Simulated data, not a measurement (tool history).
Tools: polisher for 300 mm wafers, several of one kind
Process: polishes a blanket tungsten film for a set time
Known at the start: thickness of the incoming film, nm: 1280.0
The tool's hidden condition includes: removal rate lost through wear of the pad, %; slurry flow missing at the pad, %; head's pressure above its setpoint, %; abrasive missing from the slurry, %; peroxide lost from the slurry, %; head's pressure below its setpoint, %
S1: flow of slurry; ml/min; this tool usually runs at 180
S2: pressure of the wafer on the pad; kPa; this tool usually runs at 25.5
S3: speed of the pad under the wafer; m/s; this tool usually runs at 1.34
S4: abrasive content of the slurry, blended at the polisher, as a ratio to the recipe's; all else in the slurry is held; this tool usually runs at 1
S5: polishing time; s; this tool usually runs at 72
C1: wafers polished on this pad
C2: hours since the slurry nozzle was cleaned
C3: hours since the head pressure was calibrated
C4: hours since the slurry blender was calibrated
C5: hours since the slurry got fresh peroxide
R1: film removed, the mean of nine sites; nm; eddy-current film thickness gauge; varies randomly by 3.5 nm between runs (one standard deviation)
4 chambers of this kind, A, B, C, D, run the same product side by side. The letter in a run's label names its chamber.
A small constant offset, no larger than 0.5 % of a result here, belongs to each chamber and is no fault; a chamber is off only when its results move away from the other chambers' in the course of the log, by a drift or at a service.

Run 1A, hour 4.2: usual settings; C1 840; C2 116.4; C3 579.4; C4 91.8; C5 56.3. Result: R1 380.14 nm.
Run 2B, hour 8.9: usual settings; C1 578; C2 214.2; C3 887.5; C4 261.0; C5 49.1. Result: R1 386.25 nm.
Run 3C, hour 11.3: usual settings; C1 483; C2 264.7; C3 574.5; C4 257.7; C5 88.4. Result: R1 375.55 nm.
Run 4D, hour 13.9: usual settings; C1 1004; C2 239.6; C3 1122.5; C4 143.2; C5 154.3. Result: R1 377.89 nm.
At hour 17.3: chamber A: slurry blender recalibrated.
At hour 17.7: chamber A: slurry tank refilled with fresh slurry and peroxide.
Run 5D, hour 19.4: usual settings but S2 19.3 kPa, S5 83 s; C1 1060; C2 245.1; C3 1128.0; C4 148.7; C5 159.8. Result: R1 329.27 nm.
At hour 20.3: chamber A: worn pad replaced by a new one.
Run 6A, hour 24.8: usual settings but S2 19.3 kPa, S5 83 s; C1 46; C2 137.0; C3 600.0; C4 7.5; C5 7.1. Result: R1 330.99 nm.
Run 7C, hour 29.1: usual settings but S2 19.3 kPa, S5 83 s; C1 663; C2 282.5; C3 592.3; C4 275.5; C5 106.2. Result: R1 334.96 nm.
Run 8B, hour 32.6: usual settings but S2 19.3 kPa, S5 83 s; C1 817; C2 237.9; C3 911.2; C4 284.7; C5 72.8. Result: R1 333.35 nm.
At hour 33.4: chamber D: slurry tank refilled with fresh slurry and peroxide.
At hour 35.4: chamber D: worn pad replaced by a new one.
Run 9C, hour 37.3: usual settings; C1 745; C2 290.7; C3 600.5; C4 283.7; C5 114.4. Result: R1 379.52 nm.
At hour 41.0: chamber C: slurry tank refilled with fresh slurry and peroxide.
Run 10D, hour 41.4: usual settings; C1 61; C2 267.1; C3 1150.0; C4 170.7; C5 8.1. Result: R1 372.54 nm.
Run 11B, hour 45.3: usual settings; C1 945; C2 250.6; C3 923.9; C4 297.4; C5 85.5. Result: R1 384.59 nm.
Run 12A, hour 48.4: usual settings; C1 284; C2 160.6; C3 623.6; C4 31.1; C5 30.7. Result: R1 372.29 nm.
Run 13A, hour 51.5: usual settings; C1 315; C2 163.7; C3 626.7; C4 34.2; C5 33.8. Result: R1 373.53 nm.
Run 14D, hour 54.7: usual settings; C1 195; C2 280.4; C3 1163.3; C4 184.0; C5 21.4. Result: R1 380.00 nm.
At hour 57.0: chamber C: worn pad replaced by a new one.
Run 15B, hour 59.2: usual settings; C1 1085; C2 264.5; C3 937.8; C4 311.3; C5 99.4. Result: R1 383.67 nm.
Run 16C, hour 61.7: usual settings; C1 47; C2 315.1; C3 624.9; C4 308.1; C5 20.7. Result: R1 382.70 nm.
Run 17C, hour 64.8: usual settings; C1 79; C2 318.2; C3 628.0; C4 311.2; C5 23.8. Result: R1 379.17 nm.
Run 18A, hour 68.7: usual settings; C1 489; C2 180.9; C3 643.9; C4 51.4; C5 51.0. Result: R1 370.36 nm.
Run 19B, hour 71.3: usual settings; C1 1208; C2 276.6; C3 949.9; C4 323.4; C5 111.5. Result: R1 384.11 nm.
Run 20D, hour 74.2: usual settings; C1 392; C2 299.9; C3 1182.8; C4 203.5; C5 40.9. Result: R1 380.40 nm.
Run 21C, hour 76.8: usual settings; C1 200; C2 330.2; C3 640.0; C4 323.2; C5 35.8. Result: R1 391.99 nm.
Run 22B, hour 79.3: usual settings; C1 1288; C2 284.6; C3 957.9; C4 331.4; C5 119.5. Result: R1 385.92 nm.
At hour 80.5: chamber D: head pressure recalibrated.
Run 23A, hour 82.4: usual settings; C1 627; C2 194.6; C3 657.6; C4 65.1; C5 64.7. Result: R1 369.45 nm.
At hour 83.2: chamber A: slurry tank refilled with fresh slurry and peroxide.
Run 24D, hour 85.7: usual settings; C1 508; C2 311.4; C3 5.3; C4 215.0; C5 52.4. Result: R1 380.43 nm.
At hour 88.5: chamber C: head pressure recalibrated.
At hour 90.3: chamber B: worn pad replaced by a new one.
Run 25B, hour 91.1: usual settings; C1 8; C2 296.4; C3 969.7; C4 343.2; C5 131.3. Result: R1 381.86 nm.
At hour 92.8: chamber B: slurry nozzle cleaned.
Run 26A, hour 94.5: usual settings; C1 749; C2 206.7; C3 669.7; C4 77.2; C5 11.3. Result: R1 362.64 nm.
Run 27D, hour 99.4: usual settings but S1 155 ml/min, S5 58 s; C1 647; C2 325.1; C3 19.0; C4 228.7; C5 66.1. Result: R1 298.75 nm.
Run 28C, hour 102.2: usual settings but S1 155 ml/min, S5 58 s; C1 456; C2 355.6; C3 13.7; C4 348.6; C5 61.2. Result: R1 299.55 nm.
At hour 102.4: chamber D: slurry blender recalibrated.
Run 29D, hour 105.3: usual settings but S1 155 ml/min, S5 58 s; C1 706; C2 331.0; C3 24.9; C4 2.9; C5 72.0. Result: R1 299.83 nm.
At hour 108.6: chamber A: worn pad replaced by a new one.
Run 30C, hour 109.2: usual settings but S1 155 ml/min, S5 58 s; C1 527; C2 362.6; C3 20.7; C4 355.6; C5 68.2. Result: R1 299.43 nm.
Run 31B, hour 111.8: usual settings; C1 217; C2 19.1; C3 990.4; C4 363.9; C5 152.0. Result: R1 384.76 nm.
At hour 115.3: chamber A: slurry blender recalibrated.
Run 32A, hour 116.8: usual settings; C1 82; C2 229.0; C3 692.0; C4 1.6; C5 33.6. Result: R1 357.80 nm.
Run 33A, hour 119.3: usual settings; C1 108; C2 231.5; C3 694.5; C4 4.1; C5 36.1. Result: R1 362.03 nm.
Run 34B, hour 122.4: usual settings; C1 324; C2 29.7; C3 1001.0; C4 374.5; C5 162.6. Result: R1 382.44 nm.
Run 35D, hour 126.4: usual settings; C1 919; C2 352.1; C3 46.0; C4 24.0; C5 93.1. Result: R1 375.67 nm.
Run 36C, hour 130.5: usual settings; C1 742; C2 383.9; C3 42.0; C4 376.9; C5 89.5. Result: R1 380.82 nm.

The same settings go to every chamber for the next run, one line per chamber below. Forecast the results for each:
Run 37A, hour 134.4: usual settings. Result: R1 ?.
Run 37B, hour 134.4: usual settings. Result: R1 ?.
Run 37C, hour 134.4: usual settings. Result: R1 ?.
Run 37D, hour 134.4: usual settings. Result: R1 ?.

run      R1
37A  352.68
37B  385.61
37C  386.60
37D  377.65
